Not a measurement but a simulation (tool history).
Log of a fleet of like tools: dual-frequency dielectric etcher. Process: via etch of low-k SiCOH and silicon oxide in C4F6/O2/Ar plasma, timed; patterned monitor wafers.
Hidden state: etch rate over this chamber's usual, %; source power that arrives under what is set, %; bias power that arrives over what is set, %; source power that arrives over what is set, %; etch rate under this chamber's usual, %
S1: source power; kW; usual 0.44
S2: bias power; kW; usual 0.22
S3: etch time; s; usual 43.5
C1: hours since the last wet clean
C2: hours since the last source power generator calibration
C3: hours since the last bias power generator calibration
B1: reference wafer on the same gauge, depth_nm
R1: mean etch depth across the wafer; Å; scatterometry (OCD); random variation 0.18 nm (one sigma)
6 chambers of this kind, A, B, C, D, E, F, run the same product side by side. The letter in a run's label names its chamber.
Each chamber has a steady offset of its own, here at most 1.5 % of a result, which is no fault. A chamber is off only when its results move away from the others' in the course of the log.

| run | hour | S1 | S2 | S3 | C1 | C2 | C3 | B1 | R1 |
|---|---|---|---|---|---|---|---|---|---|
|  | 7.5 | chamber F: wet clean of the chamber |
| 1A | 9.3 | 0.44 | 0.22 | 43.5 | 254.3 | 400.1 | 1370.7 | 142.96 | 1253.4 |
| 2B | 14.8 | 0.44 | 0.22 | 43.5 | 395.9 | 782.6 | 2801.1 | 142.99 | 1253.9 |
| 3E | 20.4 | 0.44 | 0.22 | 43.5 | 349.3 | 1912.3 | 1699.4 | 143.03 | 1253 |
| 4F | 29.4 | 0.44 | 0.22 | 43.5 | 22 | 920.9 | 1816.3 | 142.96 | 1252.3 |
| 5C | 38.3 | 0.44 | 0.22 | 43.5 | 316.7 | 4648.5 | 314.1 | 142.97 | 1268 |
| 6D | 45 | 0.44 | 0.25 | 43.5 | 346.9 | 3336.6 | 2001.1 | 142.86 | 1314.3 |
| 7F | 55.4 | 0.44 | 0.25 | 43.5 | 48 | 946.9 | 1842.3 | 142.91 | 1308.7 |
| 8D | 62.6 | 0.44 | 0.25 | 43.5 | 364.5 | 3354.2 | 2018.7 | 142.92 | 1309.6 |
| 9B | 73.8 | 0.44 | 0.25 | 43.5 | 454.9 | 841.6 | 2860.1 | 142.76 | 1311.1 |
| 10A | 81.2 | 0.44 | 0.25 | 43.5 | 326.2 | 472 | 1442.6 | 142.75 | 1308.1 |
| 11C | 87.9 | 0.44 | 0.25 | 43.5 | 366.3 | 4698.1 | 363.7 | 142.75 | 1320.8 |
| 12E | 97.5 | 0.44 | 0.22 | 43.5 | 426.4 | 1989.4 | 1776.5 | 142.78 | 1249.6 |
| 13F | 108.1 | 0.53 | 0.172 | 43.5 | 100.7 | 999.6 | 1895 | 142.7 | 1244.1 |
|  | 110.5 | chamber C: wet clean of the chamber |
|  | 118.3 | chamber B: wet clean of the chamber |
| 14B | 120.5 | 0.53 | 0.172 | 43.5 | 2.2 | 888.3 | 2906.8 | 142.7 | 1249.4 |
|  | 130 | chamber D: source power generator calibrated |
| 15E | 130.6 | 0.53 | 0.172 | 43.5 | 459.5 | 2022.5 | 1809.6 | 142.67 | 1243.1 |
| 16A | 140.9 | 0.53 | 0.172 | 43.5 | 385.9 | 531.7 | 1502.3 | 142.63 | 1242.3 |
|  | 146.6 | chamber A: wet clean of the chamber |
| 17C | 150 | 0.53 | 0.172 | 43.5 | 39.6 | 4760.2 | 425.8 | 142.66 | 1259 |
| 18D | 155.8 | 0.53 | 0.172 | 43.5 | 457.7 | 25.8 | 2111.9 | 142.63 | 1249.8 |
| 19A | 167.5 | 0.44 | 0.22 | 43.5 | 20.9 | 558.3 | 1528.9 | 142.63 | 1249.5 |
| 20B | 173.8 | 0.44 | 0.22 | 43.5 | 55.5 | 941.6 | 2960.1 | 142.63 | 1255.5 |
| 21E | 184.5 | 0.44 | 0.22 | 43.5 | 513.4 | 2076.4 | 1863.5 | 142.57 | 1247.2 |
| 22C | 195.8 | 0.44 | 0.22 | 43.5 | 85.4 | 4806 | 471.6 | 142.55 | 1264.4 |
|  | 205.2 | chamber E: wet clean of the chamber |
| 23D | 206.1 | 0.44 | 0.22 | 43.5 | 508 | 76.1 | 2162.2 | 142.5 | 1252.9 |
|  | 213.9 | chamber C: source power generator calibrated |
| 24F | 215.8 | 0.44 | 0.22 | 43.5 | 208.4 | 1107.3 | 2002.7 | 142.41 | 1247.3 |
| 25B | 222.1 | 0.44 | 0.22 | 43.5 | 103.8 | 989.9 | 3008.4 | 142.46 | 1251.9 |
| 26D | 230.3 | 0.44 | 0.22 | 43.5 | 532.2 | 100.3 | 2186.4 | 142.48 | 1254.9 |
| 27E | 241.1 | 0.44 | 0.22 | 43.5 | 36 | 2133 | 1920.1 | 142.45 | 1249.6 |
| 28C | 247.9 | 0.44 | 0.22 | 43.5 | 137.5 | 34.1 | 523.7 | 142.42 | 1262.3 |
| 29F | 258.7 | 0.44 | 0.22 | 43.5 | 251.3 | 1150.2 | 2045.6 | 142.36 | 1248.7 |
| 30A | 265.6 | 0.44 | 0.22 | 43.5 | 119 | 656.4 | 1627 | 142.35 | 1245 |
| 31D | 275.9 | 0.44 | 0.22 | 43.5 | 577.8 | 145.9 | 2232 | 142.33 | 1252.6 |
|  | 280.1 | chamber B: bias power generator calibrated |
| 32B | 285.9 | 0.44 | 0.247 | 49 | 167.6 | 1053.7 | 5.8 | 142.31 | 1465.2 |
| 33E | 297.2 | 0.44 | 0.247 | 49 | 92.1 | 2189.1 | 1976.2 | 142.24 | 1460.6 |
| 34A | 305.5 | 0.44 | 0.247 | 49 | 158.9 | 696.3 | 1666.9 | 142.26 | 1459.8 |
| 35F | 311.2 | 0.44 | 0.247 | 49 | 303.8 | 1202.7 | 2098.1 | 142.29 | 1459.6 |
| 36C | 318.4 | 0.44 | 0.247 | 49 | 208 | 104.6 | 594.2 | 142.23 | 1477.9 |
| 37F | 328.1 | 0.44 | 0.247 | 49 | 320.7 | 1219.6 | 2115 | 142.24 | 1460.1 |

All 6 chambers run these settings next. Forecast each chamber's results:
| 38A | 337.1 | 0.44 | 0.177 | 43.5 |  |  |  |  | ? |
| 38B | 337.1 | 0.44 | 0.177 | 43.5 |  |  |  |  | ? |
| 38C | 337.1 | 0.44 | 0.177 | 43.5 |  |  |  |  | ? |
| 38D | 337.1 | 0.44 | 0.177 | 43.5 |  |  |  |  | ? |
| 38E | 337.1 | 0.44 | 0.177 | 43.5 |  |  |  |  | ? |
| 38F | 337.1 | 0.44 | 0.177 | 43.5 |  |  |  |  | ? |

| run | R1 |
|---|---|
| 38A | 1160.2 |
| 38B | 1166.4 |
| 38C | 1177.3 |
| 38D | 1171.8 |
| 38E | 1163.6 |
| 38F | 1159.9 |

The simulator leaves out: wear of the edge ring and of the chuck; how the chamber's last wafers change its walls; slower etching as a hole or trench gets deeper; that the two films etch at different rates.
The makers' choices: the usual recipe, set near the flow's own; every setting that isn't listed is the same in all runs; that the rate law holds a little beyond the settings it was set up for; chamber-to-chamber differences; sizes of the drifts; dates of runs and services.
